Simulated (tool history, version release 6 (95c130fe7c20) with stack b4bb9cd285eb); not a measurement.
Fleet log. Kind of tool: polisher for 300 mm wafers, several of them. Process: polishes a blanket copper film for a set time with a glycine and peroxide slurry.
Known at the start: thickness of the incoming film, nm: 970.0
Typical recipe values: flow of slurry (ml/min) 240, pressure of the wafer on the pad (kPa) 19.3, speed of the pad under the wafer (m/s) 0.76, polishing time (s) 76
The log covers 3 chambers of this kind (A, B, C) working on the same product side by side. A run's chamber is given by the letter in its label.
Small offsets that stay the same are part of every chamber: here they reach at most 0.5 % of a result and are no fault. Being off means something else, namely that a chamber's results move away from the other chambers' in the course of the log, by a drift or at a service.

run,hour,flow of slurry (ml/min),pressure of the wafer on the pad (kPa),speed of the pad under the wafer (m/s),polishing time (s),wafers polished on this pad,hours since the slurry nozzle was cleaned,hours since the head pressure was calibrated,film removed (nm)
1B,6.8,240,19.3,0.76,76,286,26.4,61.6,390.99
2C,16.6,240,19.3,0.76,76,569,601.2,78.1,392.48
3A,29.8,240,19.3,0.76,76,1049,160.1,113,384.38
# hour 30.1: chamber C: worn pad replaced by a new one
4A,38.2,240,19.3,0.76,76,1160,168.5,121.4,394.94
# hour 44.4: chamber A: worn pad replaced by a new one
5C,44.6,240,19.3,0.76,76,192,629.2,106.1,399.68
6B,53.4,240,19.3,0.76,76,903,73,108.2,396.11
7B,59.9,240,19.3,0.76,94,989,79.5,114.7,471.85
# hour 71: chamber B: worn pad replaced by a new one
8C,72.3,240,19.3,0.76,94,559,656.9,133.8,471.94
9A,82.5,240,19.3,0.76,94,505,212.8,165.7,487.28
10B,90.9,240,19.3,0.76,76,263,110.5,145.7,390.06
# hour 91.9: chamber C: worn pad replaced by a new one
# hour 96: chamber C: slurry nozzle cleaned
11C,102.1,240,19.3,0.62,76,135,6.1,163.6,333.24
12A,109.6,240,19.3,0.62,76,864,239.9,192.8,337.77
13C,120.5,240,19.3,0.62,76,379,24.5,182,341.3
14A,127.6,240,19.3,0.76,76,1102,257.9,210.8,388.7
# hour 131.3: chamber A: worn pad replaced by a new one
15B,140.4,320,24.8,0.76,76,919,160,195.2,490
# hour 145.2: chamber C: worn pad replaced by a new one
16C,152.9,320,24.8,0.76,76,102,56.9,214.4,500.88
# hour 153.3: chamber B: worn pad replaced by a new one
17B,162.5,320,24.8,0.76,76,122,182.1,217.3,486.75
18A,174.5,240,19.3,0.76,76,572,304.8,257.7,391.18
19A,183.8,240,19.3,0.76,76,695,314.1,267,387.32
20B,194.8,240,19.3,0.62,87,549,214.4,249.6,382.56
# hour 203.4: chamber C: worn pad replaced by a new one
21C,205.1,240,19.3,0.62,87,23,109.1,266.6,383.11
22C,217.4,240,19.3,0.62,87,186,121.4,278.9,386.87
# hour 224.6: chamber B: worn pad replaced by a new one
23A,229.2,240,19.3,0.76,76,1296,359.5,312.4,389.74
24B,241.6,240,12.4,0.76,95,226,261.2,296.4,345.59

Read the log: is a single chamber off, either drifting away or since a service, is the gauge that measures every chamber drifting, or is nothing wrong beyond small per-chamber offsets? Name any odd chamber and what most likely caused it.

No chamber stands off beyond its own small offset, and the gauge holds steady.
